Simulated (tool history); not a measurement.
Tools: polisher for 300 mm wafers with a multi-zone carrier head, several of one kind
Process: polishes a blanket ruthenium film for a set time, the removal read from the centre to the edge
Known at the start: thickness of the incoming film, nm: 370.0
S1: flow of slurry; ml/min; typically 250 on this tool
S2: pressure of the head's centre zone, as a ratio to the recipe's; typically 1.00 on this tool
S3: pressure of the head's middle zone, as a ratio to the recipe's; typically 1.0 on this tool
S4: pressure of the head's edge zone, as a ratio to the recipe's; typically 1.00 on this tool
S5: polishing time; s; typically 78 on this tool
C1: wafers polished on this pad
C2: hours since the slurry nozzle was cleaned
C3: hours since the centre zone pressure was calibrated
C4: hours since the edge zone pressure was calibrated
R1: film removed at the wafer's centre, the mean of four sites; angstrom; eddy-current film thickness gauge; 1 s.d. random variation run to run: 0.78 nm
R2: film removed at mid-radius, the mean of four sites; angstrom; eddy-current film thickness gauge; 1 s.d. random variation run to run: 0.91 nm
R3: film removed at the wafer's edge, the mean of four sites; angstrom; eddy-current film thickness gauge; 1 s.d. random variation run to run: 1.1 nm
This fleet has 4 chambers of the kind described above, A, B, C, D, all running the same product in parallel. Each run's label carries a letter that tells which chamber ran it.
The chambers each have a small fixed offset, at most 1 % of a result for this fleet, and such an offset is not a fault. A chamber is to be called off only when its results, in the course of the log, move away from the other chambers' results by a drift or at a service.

run	day	S1	S2	S3	S4	S5	C1	C2	C3	C4	R1	R2	R3
1C	0.238	250	1.00	1.0	1.00	78	627	455.3	394.8	557.5	1170.6	1195.1	1182.8
2A	0.442	250	1.00	1.0	1.00	78	1019	73.2	626.5	441.1	1173.3	1179.8	1180.2
3D	0.662	250	1.00	1.0	1.00	78	732	324.5	426.5	424.5	1193.1	1180.5	1165.4
4B	1.025	250	1.00	1.0	1.00	78	644	34.7	1359.8	215.9	1186.1	1179.2	1197.7
# day 1.171: chamber C: worn pad replaced by a new one
5B	1.271	250	1.00	1.0	1.00	78	700	40.6	1365.7	221.8	1170.9	1188.7	1187.5
# day 1.379: chamber A: worn pad replaced by a new one
6A	1.717	250	0.94	1.0	1.00	78	76	103.8	657.1	471.7	1083.1	1170.6	1186.3
# day 1.817: chamber C: slurry nozzle cleaned
7C	1.912	250	0.94	1.0	1.00	78	166	2.4	435.0	597.7	1105.7	1176.2	1193.9
8D	2.133	250	0.94	1.0	1.00	78	1063	359.8	461.8	459.8	1123.2	1193.1	1167.7
9B	2.412	250	0.94	1.0	1.00	78	956	68.0	1393.1	249.2	1105.4	1167.3	1188.5
# day 2.579: chamber D: worn pad replaced by a new one
10C	2.708	250	1.00	1.0	1.00	78	345	21.5	454.1	616.8	1180.4	1187.6	1197.5
# day 2.846: chamber D: centre zone pressure recalibrated
11A	3.021	250	1.00	1.0	1.00	78	369	135.1	688.4	503.0	1160.2	1172.2	1175.6
12D	3.329	250	1.00	1.0	1.00	78	168	388.5	11.6	488.5	1196.9	1191.2	1197.6
13D	3.550	250	1.00	1.0	1.00	78	218	393.8	16.9	493.8	1187.4	1182.6	1186.5
14C	3.921	250	1.00	1.0	1.00	78	618	50.6	483.2	645.9	1193.5	1178.1	1177.8
# day 4.071: chamber B: centre zone pressure recalibrated
# day 4.154: chamber C: worn pad replaced by a new one
15B	4.183	250	1.00	1.0	1.00	78	1354	110.5	2.7	291.7	1163.7	1177.9	1161.8
# day 4.204: chamber B: worn pad replaced by a new one
16A	4.617	250	1.00	1.0	1.00	78	727	173.4	726.7	541.3	1155.0	1192.7	1174.0
17C	4.992	305	0.91	1.0	1.00	78	188	76.3	508.9	671.6	1092.4	1199.8	1222.1
18D	5.288	305	0.91	1.0	1.00	78	608	435.5	58.6	535.5	1108.4	1213.6	1202.6
19B	5.604	305	0.91	1.0	1.00	78	315	144.6	36.8	325.8	1085.8	1209.6	1200.0
20A	5.908	305	0.91	1.0	1.00	78	1018	204.4	757.7	572.3	1062.3	1210.9	1190.4
21D	6.142	250	1.00	1.0	1.00	78	800	456.0	79.1	556.0	1184.1	1172.0	1178.4
22B	6.458	250	1.00	1.0	1.00	78	506	165.1	57.3	346.3	1193.2	1183.4	1187.3
23A	6.879	250	1.00	1.0	1.00	78	1236	227.7	781.0	595.6	1126.9	1177.5	1177.4
# day 6.908: chamber D: worn pad replaced by a new one
# day 6.946: chamber A: worn pad replaced by a new one
24C	7.121	250	0.93	1.0	1.00	78	667	127.4	560.0	722.7	1092.7	1178.8	1189.7
25C	7.533	250	0.93	1.0	1.00	78	759	137.3	569.9	732.6	1095.3	1185.5	1192.8
# day 7.792: chamber C: worn pad replaced by a new one
26A	7.938	250	0.93	1.0	1.00	78	222	253.1	806.4	621.0	1042.9	1192.6	1164.2
27B	8.346	250	0.93	1.0	1.00	78	931	210.4	102.6	391.6	1089.0	1179.1	1177.6
28D	8.667	250	1.00	1.0	1.00	78	395	516.6	139.7	616.6	1188.0	1159.8	1204.3
29B	9.025	195	1.00	1.0	0.92	78	1083	226.7	118.9	407.9	1140.4	1159.8	1110.0
30A	9.233	195	1.00	1.0	0.92	78	514	284.2	837.5	652.1	1073.0	1140.5	1114.4
31D	9.462	195	1.00	1.0	0.92	78	573	535.7	158.8	635.7	1136.5	1160.5	1111.5
# day 9.662: chamber B: worn pad replaced by a new one
32C	9.704	195	1.00	1.0	0.92	78	430	189.4	622.0	784.7	1126.5	1128.6	1110.3
33D	9.988	250	1.00	1.0	1.00	78	691	548.3	171.4	648.3	1182.3	1179.4	1174.0
34B	10.192	250	1.00	1.0	1.00	78	119	254.7	146.9	435.9	1173.6	1157.9	1202.1
35C	10.521	250	1.00	1.0	1.00	78	614	209.0	641.6	804.3	1178.3	1187.0	1174.5
36A	10.871	250	1.00	1.0	1.00	78	881	323.5	876.8	691.4	1084.2	1162.8	1177.8
# day 11.029: chamber D: worn pad replaced by a new one
37D	11.212	250	1.00	1.0	1.00	78	41	577.7	200.8	677.7	1183.1	1177.9	1197.5
# day 11.517: chamber C: worn pad replaced by a new one
38C	11.521	250	1.00	1.0	1.00	78	1	233.0	665.6	828.3	1171.4	1182.5	1204.9
39B	11.904	250	1.00	1.0	1.00	78	504	295.8	188.0	477.0	1165.7	1178.4	1188.8
# day 12.071: chamber B: slurry nozzle cleaned
40A	12.321	250	1.00	1.1	1.00	78	1207	358.3	911.6	726.2	1078.5	1291.7	1189.9
41C	12.658	250	1.00	1.1	1.00	78	256	260.3	692.9	855.6	1165.3	1294.7	1180.4
42A	12.888	250	1.00	1.1	1.00	78	1335	371.9	925.2	739.8	1080.0	1273.2	1176.3
43B	13.154	250	1.00	1.1	1.00	78	785	26.1	218.0	507.0	1181.2	1288.1	1194.3
44D	13.496	250	1.00	1.0	1.00	78	554	632.5	255.6	732.5	1180.3	1163.3	1184.7

Next, every chamber runs the same settings. What will each give?
45A	13.817	250	1.00	1.0	1.00	78					?	?	?
45B	13.817	250	1.00	1.0	1.00	78					?	?	?
45C	13.817	250	1.00	1.0	1.00	78					?	?	?
45D	13.817	250	1.00	1.0	1.00	78					?	?	?

run	R1	R2	R3
45A	1069.6	1188.9	1184.2
45B	1169.7	1179.3	1168.0
45C	1188.6	1170.7	1204.2
45D	1195.9	1190.8	1201.4
